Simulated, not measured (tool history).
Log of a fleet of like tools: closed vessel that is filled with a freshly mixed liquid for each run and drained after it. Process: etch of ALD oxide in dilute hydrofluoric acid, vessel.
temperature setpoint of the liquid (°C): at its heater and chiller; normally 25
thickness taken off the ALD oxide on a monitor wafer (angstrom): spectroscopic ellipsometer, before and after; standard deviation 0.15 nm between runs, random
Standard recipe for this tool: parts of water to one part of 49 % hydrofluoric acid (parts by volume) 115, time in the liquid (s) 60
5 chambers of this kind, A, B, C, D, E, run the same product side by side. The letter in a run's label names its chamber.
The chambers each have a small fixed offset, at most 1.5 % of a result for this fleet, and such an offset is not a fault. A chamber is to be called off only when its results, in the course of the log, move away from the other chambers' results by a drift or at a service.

run,hour,temperature setpoint of the liquid (°C),parts of water to one part of 49 % hydrofluoric acid (parts by volume),time in the liquid (s),"read-back film thickness of the ALD oxide reference wafer, read on the same gauge (nm)",thickness taken off the ALD oxide on a monitor wafer (angstrom)
1C,5.0,25,115,60,39.999,171.50
2E,9.3,25,115,60,39.999,173.88
3A,14.1,25,115,60,40.005,175.38
4B,18.1,25,115,60,39.969,174.04
5D,21.8,25,115,60,40.002,172.77
6A,26.9,25,115,60,40.036,172.52
7C,33.5,25,115,60,40.001,169.67
8D,38.1,25,115,60,40.014,174.30
9E,41.1,25,150,80,39.984,169.92
10B,44.3,25,150,80,40.010,173.90
11D,47.2,25,150,80,40.016,168.49
12A,51.5,25,150,80,40.004,172.42
13E,54.9,25,150,80,40.000,169.81
14B,59.2,25,115,60,40.025,175.73
15C,64.2,25,115,60,40.007,172.33
16D,69.1,25,115,60,39.964,174.53
17C,73.1,25,115,60,39.993,171.87
18A,77.2,25,115,60,40.010,174.79
19E,80.7,25,115,60,40.001,176.16
20B,86.1,25,115,60,39.984,173.05
21D,91.8,25,115,60,39.972,175.48
22E,97.1,25,115,60,39.972,175.37
23B,101.1,25,115,60,40.020,176.01
24C,107.3,25,115,45,39.986,129.01
25A,110.4,25,115,45,40.006,130.79
26E,117.0,25,115,45,39.990,130.89
27C,123.7,25,115,45,39.995,129.26
28B,128.7,25,115,45,39.998,132.42
29A,133.9,25,115,60,39.997,172.76
30D,139.6,25,115,60,39.961,171.23
31B,145.9,25,115,60,40.014,176.29
32A,149.4,25,115,60,40.013,174.07
33D,153.6,25,115,60,40.032,172.96
34E,157.8,25,115,60,39.993,172.89
35C,162.8,25,115,60,40.029,171.17
36E,167.9,25,115,60,39.971,174.10
37D,174.5,25,145,80,39.990,173.92
38B,181.3,25,145,80,40.004,179.77
39A,185.2,25,145,80,39.985,178.52

For the next run the whole fleet of 5 chambers uses the same settings. Give each chamber's results:
40A,190.1,25,115,60,,?
40B,190.1,25,115,60,,?
40C,190.1,25,115,60,,?
40D,190.1,25,115,60,,?
40E,190.1,25,115,60,,?

run,thickness taken off the ALD oxide on a monitor wafer (angstrom)
40A,174.01
40B,174.84
40C,168.96
40D,171.62
40E,176.67
